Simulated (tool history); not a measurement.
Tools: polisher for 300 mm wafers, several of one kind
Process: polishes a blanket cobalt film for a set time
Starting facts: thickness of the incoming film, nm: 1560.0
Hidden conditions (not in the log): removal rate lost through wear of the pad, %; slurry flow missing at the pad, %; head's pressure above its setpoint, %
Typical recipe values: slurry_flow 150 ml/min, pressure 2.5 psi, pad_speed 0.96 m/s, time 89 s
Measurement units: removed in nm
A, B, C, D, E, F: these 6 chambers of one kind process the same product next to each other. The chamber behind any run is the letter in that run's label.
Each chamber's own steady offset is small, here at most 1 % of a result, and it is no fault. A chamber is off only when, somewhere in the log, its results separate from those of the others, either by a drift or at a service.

run	day	slurry_flow	pressure	pad_speed	time	wafers polished on this pad	hours since the slurry nozzle was cleaned	hours since the head pressure was calibrated	removed
1E	0.338	150	2.5	0.96	89	96	218.9	621.7	495.90
2B	0.696	150	2.5	0.96	89	598	427.3	738.1	510.09
# day 0.738: chamber C: head pressure recalibrated
3D	0.971	150	2.5	0.96	89	1281	86.0	368.2	517.13
# day 1.008: chamber E: head pressure recalibrated
4C	1.367	150	2.5	0.96	89	820	40.4	15.1	511.54
# day 1.388: chamber D: worn pad replaced by a new one
5F	1.767	150	2.5	0.96	89	787	810.6	527.8	502.62
6A	2.162	150	2.5	0.96	89	636	181.8	225.2	513.46
7F	2.475	150	2.5	0.96	89	937	827.6	544.8	488.27
# day 2.700: chamber B: slurry nozzle cleaned
8B	2.754	150	2.5	0.96	89	1034	1.4	787.5	505.35
# day 2.846: chamber C: worn pad replaced by a new one
9D	3.008	150	2.5	0.96	89	344	134.9	417.1	518.76
10C	3.225	150	2.5	0.96	89	80	85.0	59.7	513.15
# day 3.283: chamber F: worn pad replaced by a new one
11E	3.675	150	2.5	0.96	89	804	299.0	64.1	498.39
12A	4.038	150	2.5	0.96	89	1034	226.8	270.2	502.76
# day 4.275: chamber E: worn pad replaced by a new one
13D	4.346	150	2.5	0.96	89	628	167.0	449.2	502.46
# day 4.658: chamber A: worn pad replaced by a new one
14B	4.683	175	2.5	0.96	89	1444	47.7	833.8	497.21
15C	5.075	175	2.5	0.96	89	473	129.4	104.1	512.64
16E	5.279	175	2.5	0.96	89	213	337.5	102.6	514.06
# day 5.288: chamber F: head pressure recalibrated
17A	5.692	175	2.5	0.96	89	220	266.5	309.9	499.60
# day 5.700: chamber F: slurry nozzle cleaned
# day 5.762: chamber A: slurry nozzle cleaned
18F	6.092	175	2.5	0.96	89	595	9.4	19.4	506.31
19A	6.508	175	2.5	0.96	89	393	18.0	329.5	515.98
20B	6.800	150	2.5	0.96	89	1893	98.5	884.6	481.46
21E	7.217	150	2.5	0.96	89	624	384.0	149.1	500.75
# day 7.275: chamber D: worn pad replaced by a new one
# day 7.479: chamber C: worn pad replaced by a new one
22F	7.683	150	2.5	0.96	89	933	47.6	57.6	498.64
23C	7.900	150	2.5	0.96	89	89	197.2	171.9	502.68
# day 8.008: chamber F: worn pad replaced by a new one
# day 8.083: chamber A: head pressure recalibrated
24D	8.171	150	2.5	0.96	89	190	258.8	541.0	507.28
25B	8.450	150	2.5	0.96	89	2243	138.1	924.2	470.83
# day 8.525: chamber C: slurry nozzle cleaned
26C	8.717	150	2.5	0.66	89	262	4.6	191.5	354.58
# day 8.825: chamber E: worn pad replaced by a new one
27E	8.929	150	2.5	0.66	89	22	425.1	190.2	340.45
28D	9.167	150	2.5	0.66	89	401	282.7	564.9	361.27
29A	9.454	150	2.5	0.66	89	1018	88.7	33.0	351.19
# day 9.550: chamber A: worn pad replaced by a new one
30F	9.867	150	2.5	0.66	89	394	100.0	110.0	350.44
# day 10.125: chamber D: slurry nozzle cleaned
31D	10.308	150	2.5	0.66	89	643	4.5	592.3	352.45
32C	10.775	150	2.5	0.96	89	699	54.0	240.9	498.72
# day 10.788: chamber D: head pressure recalibrated
33F	11.021	150	2.5	1.22	89	639	127.7	137.7	638.35
34E	11.479	150	2.5	1.22	89	563	486.3	251.4	635.92
35B	11.933	150	2.5	1.22	89	2982	221.7	1007.8	573.56
36A	12.346	150	2.5	1.22	89	593	158.1	102.4	644.95
# day 12.479: chamber F: worn pad replaced by a new one
37B	12.750	150	2.5	1.22	89	3155	241.3	1027.4	563.34
38A	12.988	150	2.5	1.22	89	729	173.5	117.8	640.81
39D	13.412	150	2.5	0.96	89	1302	79.0	63.1	506.29
# day 13.650: chamber E: worn pad replaced by a new one
40F	13.717	150	2.5	0.96	89	263	192.4	202.4	495.02
41E	14.054	150	2.5	1.16	107	86	548.1	313.2	740.03

Read the log: is a single chamber off, either drifting away or since a service, is the gauge that measures every chamber drifting, or is nothing wrong beyond small per-chamber offsets? Name any odd chamber and what most likely caused it.

It is chamber B that slowly wanders off from its peers.
Likeliest cause: removal rate lost through wear of the pad, % = 11.4.
The log might look much the same if the cause were instead: slurry flow missing at the pad, %; head's pressure below its setpoint, %.

Below are 4 candidate recipes for chamber B's next run, each the usual settings with a change, their results shown as question marks. Which of them brings B's results back in line with what the other chambers give on the usual settings?
In line here means within this much of the mean the other chambers give on the usual settings: removed 22.00 nm
42B-1	14.388	150	2.5	1.26	89				?
42B-2	14.388	150	2.4	0.92	85				?
42B-3	14.388	145	2.5	0.72	89				?
42B-4	14.388	150	2.6	1.00	93				?

On the usual settings, the other chambers give on average: removed 504.61 nm
run	removed
42B-1	578.37
42B-2	388.84
42B-3	331.30
42B-4	500.32
42B-4 is the one that brings the chamber's results back in line with the other chambers.
